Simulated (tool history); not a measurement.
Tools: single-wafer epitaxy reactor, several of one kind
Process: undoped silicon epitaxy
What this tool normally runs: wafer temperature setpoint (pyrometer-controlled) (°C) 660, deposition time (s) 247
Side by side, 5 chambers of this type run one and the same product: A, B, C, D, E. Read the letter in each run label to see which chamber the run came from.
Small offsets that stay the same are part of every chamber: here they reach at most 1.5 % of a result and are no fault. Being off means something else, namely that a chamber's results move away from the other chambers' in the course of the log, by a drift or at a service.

run   hour  wafer temperature setpoint (pyrometer-controlled) (°C)  deposition time (s)  read-back reference wafer on the same gauge, thickness_nm  mean film thickness on the monitor wafer (angstrom)
 1B   10.4                                                     660                  247                                                     56.519                                               514.60
 2E   19.8                                                     660                  247                                                     56.631                                               510.58
 3C   25.3                                                     660                  247                                                     56.600                                               515.08
 4A   32.6                                                     660                  247                                                     56.570                                               521.26
 5D   38.2                                                     674                  247                                                     56.620                                               683.54
 6C   43.7                                                     674                  247                                                     56.620                                               693.63
 7D   52.0                                                     674                  247                                                     56.560                                               675.28
 8B   58.0                                                     674                  247                                                     56.618                                               690.99
 9A   63.9                                                     674                  247                                                     56.524                                               703.72
10E   71.7                                                     660                  247                                                     56.557                                               507.13
11D   81.9                                                     660                  247                                                     56.615                                               507.52
12A   88.1                                                     660                  247                                                     56.669                                               521.20
13B   93.0                                                     660                  247                                                     56.609                                               515.62
14C   98.5                                                     660                  247                                                     56.569                                               517.34
15E  108.6                                                     649                  247                                                     56.565                                               404.51
16D  119.7                                                     649                  247                                                     56.620                                               400.37
17A  129.5                                                     649                  247                                                     56.612                                               410.72
18E  134.8                                                     649                  247                                                     56.526                                               402.52
19C  141.5                                                     649                  247                                                     56.628                                               402.08
20B  146.8                                                     660                  247                                                     56.622                                               515.87
21E  155.3                                                     660                  247                                                     56.566                                               506.43
22A  166.3                                                     660                  247                                                     56.627                                               520.99
23D  173.3                                                     660                  247                                                     56.606                                               506.82
24C  181.5                                                     660                  247                                                     56.558                                               508.81
25B  190.3                                                     660                  247                                                     56.595                                               512.79
26B  199.9                                                     660                  247                                                     56.615                                               517.75
27D  210.3                                                     660                  200                                                     56.585                                               412.92
28A  218.3                                                     660                  200                                                     56.646                                               423.87
     222.5  -- chamber E: pyrometer calibrated
29C  226.8                                                     660                  200                                                     56.621                                               419.08
30E  234.9                                                     660                  200                                                     56.625                                               439.14
31D  245.5                                                     660                  200                                                     56.585                                               414.41
32C  254.5                                                     660                  247                                                     56.580                                               509.54
33E  265.5                                                     660                  247                                                     56.594                                               546.69
34B  271.4                                                     660                  247                                                     56.667                                               518.01
35A  281.9                                                     660                  247                                                     56.525                                               526.67
36D  289.5                                                     660                  247                                                     56.580                                               511.73
37C  298.7                                                     660                  247                                                     56.525                                               511.61
38A  309.0                                                     660                  247                                                     56.623                                               520.40
39E  314.8                                                     671                  268                                                     56.674                                               741.08
40B  322.2                                                     671                  268                                                     56.562                                               707.99
41B  331.7                                                     671                  268                                                     56.648                                               711.29
42A  340.7                                                     671                  268                                                     56.635                                               715.05
43C  351.0                                                     671                  268                                                     56.658                                               710.38

Read the log: is a single chamber off, either drifting away or since a service, is the gauge that measures every chamber drifting, or is nothing wrong beyond small per-chamber offsets? Name any odd chamber and what most likely caused it.

A service on chamber E put it out of line with the rest.
Likeliest cause: wafer temperature above the value expected at the setpoint (K) = 3.33.

Chamber E could run next with any of the 4 candidate recipes listed below; each alters the usual settings, and their results appear as question marks. Which one brings its results back in line with what the other chambers deliver on the usual settings?
To be in line, a result may differ from the other chambers' mean on the usual settings by at most: mean film thickness on the monitor wafer (angstrom) 9.40
44E-1  359.0                                                     662                  251                                                                                                               ?
44E-2  359.0                                                     660                  271                                                                                                               ?
44E-3  359.0                                                     657                  240                                                                                                               ?
44E-4  359.0                                                     658                  243                                                                                                               ?

Other chambers, usual settings, mean: mean film thickness on the monitor wafer (angstrom) 514.55
  run  mean film thickness on the monitor wafer (angstrom)
44E-1                                               579.45
44E-2                                               600.11
44E-3                                               499.13
44E-4                                               516.08
44E-4 is the one that brings the chamber's results back in line with the other chambers.

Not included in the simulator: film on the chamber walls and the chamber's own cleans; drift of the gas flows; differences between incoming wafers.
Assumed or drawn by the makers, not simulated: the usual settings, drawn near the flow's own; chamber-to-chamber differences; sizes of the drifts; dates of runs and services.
